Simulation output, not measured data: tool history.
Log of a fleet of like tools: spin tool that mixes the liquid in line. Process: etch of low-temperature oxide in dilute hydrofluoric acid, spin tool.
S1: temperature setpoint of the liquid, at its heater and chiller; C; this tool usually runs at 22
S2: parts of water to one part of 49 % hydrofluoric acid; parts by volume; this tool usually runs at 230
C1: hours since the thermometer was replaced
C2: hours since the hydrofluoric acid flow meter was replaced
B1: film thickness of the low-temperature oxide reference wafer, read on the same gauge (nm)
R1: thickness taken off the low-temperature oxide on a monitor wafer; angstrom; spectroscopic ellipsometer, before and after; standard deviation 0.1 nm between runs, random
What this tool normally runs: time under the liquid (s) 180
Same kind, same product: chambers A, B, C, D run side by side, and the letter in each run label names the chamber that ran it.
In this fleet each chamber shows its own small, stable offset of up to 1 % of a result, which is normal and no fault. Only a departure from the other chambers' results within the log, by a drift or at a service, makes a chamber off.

Run 1D, hour 4: usual settings; C1 106.9; C2 1268.3; B1 100. Result: R1 124.36 angstrom.
Run 2B, hour 10.7: usual settings; C1 15.7; C2 296.9; B1 100.01. Result: R1 127.04 angstrom.
Run 3C, hour 16.1: usual settings; C1 380.7; C2 1193.9; B1 100.03. Result: R1 125.18 angstrom.
Run 4A, hour 23.5: usual settings; C1 584.6; C2 59.1; B1 100.03. Result: R1 124.01 angstrom.
Run 5B, hour 31.6: usual settings; C1 36.6; C2 317.8; B1 100. Result: R1 123.38 angstrom.
Run 6D, hour 36.6: usual settings; C1 139.5; C2 1300.9; B1 99.996. Result: R1 125.77 angstrom.
Run 7C, hour 40.7: usual settings but S1 19 C, time under the liquid (s) 220; C1 405.3; C2 1218.5; B1 99.985. Result: R1 138 angstrom.
Run 8A, hour 49.7: usual settings but S1 19 C, time under the liquid (s) 220; C1 610.8; C2 85.3; B1 99.997. Result: R1 135.54 angstrom.
Run 9C, hour 57.7: usual settings but S1 19 C, time under the liquid (s) 220; C1 422.3; C2 1235.5; B1 100.02. Result: R1 138.09 angstrom.
Run 10B, hour 63.6: usual settings but S1 19 C, time under the liquid (s) 220; C1 68.6; C2 349.8; B1 100. Result: R1 135.65 angstrom.
Run 11D, hour 67.5: usual settings; C1 170.4; C2 1331.8; B1 100. Result: R1 125.54 angstrom.
Run 12A, hour 72.4: usual settings but S1 25 C, time under the liquid (s) 265; C1 633.5; C2 108; B1 100.03. Result: R1 205.24 angstrom.
Run 13D, hour 81: usual settings but S1 25 C, time under the liquid (s) 265; C1 183.9; C2 1345.3; B1 100.01. Result: R1 206.24 angstrom.
Run 14A, hour 89.5: usual settings but S1 25 C, time under the liquid (s) 265; C1 650.6; C2 125.1; B1 100. Result: R1 207.67 angstrom.
Run 15C, hour 98.5: usual settings but S1 25 C, time under the liquid (s) 265; C1 463.1; C2 1276.3; B1 100.02. Result: R1 213.53 angstrom.
Run 16B, hour 106.3: usual settings; C1 111.3; C2 392.5; B1 99.981. Result: R1 123.12 angstrom.
Run 17B, hour 111.4: usual settings; C1 116.4; C2 397.6; B1 100.02. Result: R1 125.68 angstrom.
Run 18C, hour 119.2: usual settings; C1 483.8; C2 1297; B1 99.995. Result: R1 134 angstrom.
Run 19A, hour 125.6: usual settings; C1 686.7; C2 161.2; B1 100.01. Result: R1 124.68 angstrom.
Run 20D, hour 132: usual settings but S2 325 parts by volume; C1 234.9; C2 1396.3; B1 99.997. Result: R1 80.122 angstrom.
Run 21B, hour 140.8: usual settings but S2 325 parts by volume; C1 145.8; C2 427; B1 99.99. Result: R1 81.027 angstrom.
Run 22C, hour 144.9: usual settings but S2 325 parts by volume; C1 509.5; C2 1322.7; B1 99.98. Result: R1 85.989 angstrom.
Run 23D, hour 153.6: usual settings but S2 325 parts by volume; C1 256.5; C2 1417.9; B1 100.01. Result: R1 82.484 angstrom.
Run 24A, hour 160.6: usual settings but S1 25.5 C, time under the liquid (s) 85; C1 721.7; C2 196.2; B1 100. Result: R1 66.31 angstrom.
Run 25B, hour 166.2: usual settings but S1 25.5 C, time under the liquid (s) 85; C1 171.2; C2 452.4; B1 99.982. Result: R1 67.461 angstrom.
Run 26D, hour 171.8: usual settings but S1 25.5 C, time under the liquid (s) 85; C1 274.7; C2 1436.1; B1 100.02. Result: R1 66.805 angstrom.
Run 27A, hour 176.5: usual settings but S1 25.5 C, time under the liquid (s) 85; C1 737.6; C2 212.1; B1 100.02. Result: R1 67.647 angstrom.
Run 28C, hour 183.1: usual settings; C1 547.7; C2 1360.9; B1 100.02. Result: R1 133.87 angstrom.

For the next run the whole fleet of 4 chambers uses the same settings. Give each chamber's results:
Run 29A, hour 189.6: usual settings. Result: R1 ?.
Run 29B, hour 189.6: usual settings. Result: R1 ?.
Run 29C, hour 189.6: usual settings. Result: R1 ?.
Run 29D, hour 189.6: usual settings. Result: R1 ?.

run      R1
29A   124.6
29B  123.39
29C  136.63
29D  124.71
